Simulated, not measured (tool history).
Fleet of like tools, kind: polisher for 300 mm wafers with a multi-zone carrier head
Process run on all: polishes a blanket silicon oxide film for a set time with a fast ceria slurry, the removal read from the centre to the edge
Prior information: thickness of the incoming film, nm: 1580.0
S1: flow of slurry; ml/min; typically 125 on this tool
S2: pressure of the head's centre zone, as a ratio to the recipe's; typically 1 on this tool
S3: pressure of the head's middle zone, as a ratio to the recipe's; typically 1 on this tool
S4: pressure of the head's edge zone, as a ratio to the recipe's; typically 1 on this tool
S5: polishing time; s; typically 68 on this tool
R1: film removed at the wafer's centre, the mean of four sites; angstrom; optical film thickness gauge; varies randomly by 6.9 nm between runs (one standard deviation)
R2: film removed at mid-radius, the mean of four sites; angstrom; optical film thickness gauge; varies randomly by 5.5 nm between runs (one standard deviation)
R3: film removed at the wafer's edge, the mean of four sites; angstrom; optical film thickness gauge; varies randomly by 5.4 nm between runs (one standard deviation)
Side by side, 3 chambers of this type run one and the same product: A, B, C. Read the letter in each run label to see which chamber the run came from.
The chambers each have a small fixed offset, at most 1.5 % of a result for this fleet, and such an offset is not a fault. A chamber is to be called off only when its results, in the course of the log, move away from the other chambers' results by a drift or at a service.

-- hour=0.2 chamber C: worn pad replaced by a new one
run 1B hour=4.2 | S1=125 S2=1 S3=1 S4=1 S5=68 | R1=5069.1 R2=5012.8 R3=5043.8
run 2C hour=7.9 | S1=125 S2=1 S3=1 S4=1 S5=68 | R1=4985.4 R2=5017.4 R3=5100.5
run 3A hour=11 | S1=125 S2=1 S3=1 S4=1 S5=68 | R1=5025.8 R2=5046.4 R3=4932.4
run 4A hour=15 | S1=125 S2=1 S3=1 S4=1 S5=68 | R1=5057.4 R2=5130.3 R3=5008.4
run 5C hour=18.9 | S1=125 S2=1 S3=1 S4=1 S5=68 | R1=4975.7 R2=5011.7 R3=5021.4
run 6B hour=21.8 | S1=125 S2=1 S3=1 S4=1 S5=68 | R1=5010.6 R2=5018.9 R3=5041
-- hour=22.7 chamber C: edge zone pressure recalibrated
run 7A hour=26 | S1=125 S2=1 S3=1 S4=1 S5=68 | R1=5042.8 R2=5158.4 R3=4946.4
-- hour=31.1 chamber C: centre zone pressure recalibrated
run 8B hour=32.5 | S1=125 S2=1 S3=1 S4=1 S5=68 | R1=4976.1 R2=5008.2 R3=4951
-- hour=33.7 chamber A: worn pad replaced by a new one
run 9C hour=37.8 | S1=125 S2=1 S3=1 S4=1 S5=68 | R1=5077 R2=4972.8 R3=4960.8
run 10C hour=41.8 | S1=125 S2=1 S3=0.89 S4=1 S5=68 | R1=5076.7 R2=4551 R3=4983.7
-- hour=45.8 chamber B: worn pad replaced by a new one
run 11B hour=46.5 | S1=125 S2=1 S3=0.89 S4=1 S5=68 | R1=4987.1 R2=4457.6 R3=5070.4
run 12A hour=52.9 | S1=125 S2=1 S3=0.89 S4=1 S5=68 | R1=5005.1 R2=4610.3 R3=4984.2
run 13A hour=56.4 | S1=125 S2=1 S3=1 S4=1 S5=68 | R1=5041.6 R2=5062.8 R3=4874.2
run 14C hour=61.8 | S1=125 S2=1 S3=1 S4=1 S5=68 | R1=5013.9 R2=5002.3 R3=4993.1
run 15B hour=67 | S1=125 S2=1 S3=1 S4=1 S5=68 | R1=5048.2 R2=4900.2 R3=4975.4
run 16B hour=72.6 | S1=100 S2=1 S3=1 S4=0.94 S5=68 | R1=4648.6 R2=4700.5 R3=4642.6
run 17C hour=75.8 | S1=100 S2=1 S3=1 S4=0.94 S5=68 | R1=4717.1 R2=4711.1 R3=4658.4
-- hour=78.3 chamber C: worn pad replaced by a new one
run 18A hour=79.6 | S1=100 S2=1 S3=1 S4=0.94 S5=68 | R1=4539.2 R2=4745.6 R3=4589.6
-- hour=82.9 chamber B: slurry nozzle cleaned
run 19A hour=85.8 | S1=125 S2=1 S3=1 S4=1 S5=68 | R1=4931.1 R2=4951.2 R3=4847.1
run 20C hour=90.5 | S1=125 S2=1 S3=1 S4=1 S5=68 | R1=4940.9 R2=5034.8 R3=4969.4
run 21B hour=94.7 | S1=125 S2=1 S3=1 S4=1 S5=68 | R1=5096.6 R2=4927.2 R3=5039.5
run 22C hour=99.4 | S1=125 S2=1 S3=1 S4=1 S5=68 | R1=5038.8 R2=5134 R3=4971.3
-- hour=102.5 chamber A: worn pad replaced by a new one
run 23B hour=103 | S1=125 S2=1 S3=1 S4=1 S5=68 | R1=5079.5 R2=4921.1 R3=5070.5
run 24A hour=107 | S1=125 S2=1 S3=1 S4=1 S5=68 | R1=4949.4 R2=5029.2 R3=4738.6
run 25B hour=113.4 | S1=125 S2=1 S3=0.89 S4=1 S5=68 | R1=4996.3 R2=4536.5 R3=5076.4
run 26A hour=119.5 | S1=125 S2=1 S3=0.89 S4=1 S5=68 | R1=4814.9 R2=4329.7 R3=4834.1
run 27C hour=125.8 | S1=125 S2=1 S3=0.89 S4=1 S5=68 | R1=5028.6 R2=4580.6 R3=5014.9
run 28B hour=129.9 | S1=125 S2=1 S3=1 S4=1 S5=68 | R1=5173 R2=5048.9 R3=4997
run 29A hour=136.2 | S1=125 S2=1 S3=1 S4=1 S5=68 | R1=4911 R2=4806.6 R3=4950
run 30C hour=140.2 | S1=125 S2=1 S3=1 S4=1 S5=68 | R1=4923.1 R2=4996.5 R3=4931.4
run 31B hour=146.9 | S1=125 S2=1 S3=1 S4=1 S5=68 | R1=5003.3 R2=5078.5 R3=4977.3
-- hour=147.6 chamber C: worn pad replaced by a new one
run 32C hour=153.5 | S1=125 S2=1 S3=1 S4=1 S5=68 | R1=5052.9 R2=5039.5 R3=5045.8
run 33A hour=159.3 | S1=125 S2=1 S3=1 S4=1 S5=68 | R1=4891.1 R2=4811.7 R3=4795.9
-- hour=160.6 chamber B: worn pad replaced by a new one
run 34B hour=164.2 | S1=125 S2=1 S3=1 S4=1 S5=68 | R1=5075.8 R2=5040.8 R3=5102.9
-- hour=168 chamber A: worn pad replaced by a new one
run 35C hour=170.3 | S1=125 S2=1 S3=1 S4=1 S5=68 | R1=5002.7 R2=5070.9 R3=4968.4
run 36A hour=173.9 | S1=140 S2=1 S3=1 S4=1 S5=68 | R1=4807.1 R2=4984.5 R3=4847.9
run 37B hour=178.8 | S1=140 S2=1 S3=1 S4=1 S5=68 | R1=5182.9 R2=5146.2 R3=5131.6
run 38A hour=185.5 | S1=140 S2=1 S3=1 S4=1 S5=68 | R1=4884.7 R2=4908.7 R3=4803.8
run 39C hour=190.6 | S1=125 S2=1 S3=1 S4=1 S5=68 | R1=5078.5 R2=4999.1 R3=4961.8

Which is it: a chamber that has drifted or been left off by a service, a gauge drift common to all chambers, or only each chamber's usual small offset? If a chamber is off, name it and its likeliest cause.

One chamber, A, drifts off from the rest bit by bit.
What lies behind it: slurry flow missing at the pad, % = 24.2.

Chamber A could run next with any of the 4 candidate recipes listed below; each alters the usual settings, and their results appear as question marks. Which one brings its results back in line with what the other chambers deliver on the usual settings?
To be in line, a result may differ from the other chambers' mean on the usual settings by at most: R1 240 angstrom; R2 190 angstrom; R3 190 angstrom
run 40A-1 hour=195.4 | S1=135 S2=1.03 S3=1.01 S4=0.98 S5=75 | R1=? R2=? R3=?
run 40A-2 hour=195.4 | S1=115 S2=0.97 S3=0.99 S4=1.02 S5=61 | R1=? R2=? R3=?
run 40A-3 hour=195.4 | S1=120 S2=0.99 S3=0.99 S4=1.01 S5=64 | R1=? R2=? R3=?
run 40A-4 hour=195.4 | S1=130 S2=1.01 S3=1.01 S4=0.99 S5=72 | R1=? R2=? R3=?

On the usual settings, the other chambers give on average: R1 5029.5 angstrom; R2 5030.7 angstrom; R3 5000.2 angstrom
run=40A-1 R1=5379.4 R2=5352.4 R3=5263.6
run=40A-2 R1=3874.7 R2=4074.9 R3=4233.9
run=40A-3 R1=4222.9 R2=4333 R3=4458.9
run=40A-4 R1=4993 R2=5084.2 R3=5043.1
Change 40A-4 lands the chamber within the allowed miss of the other chambers.
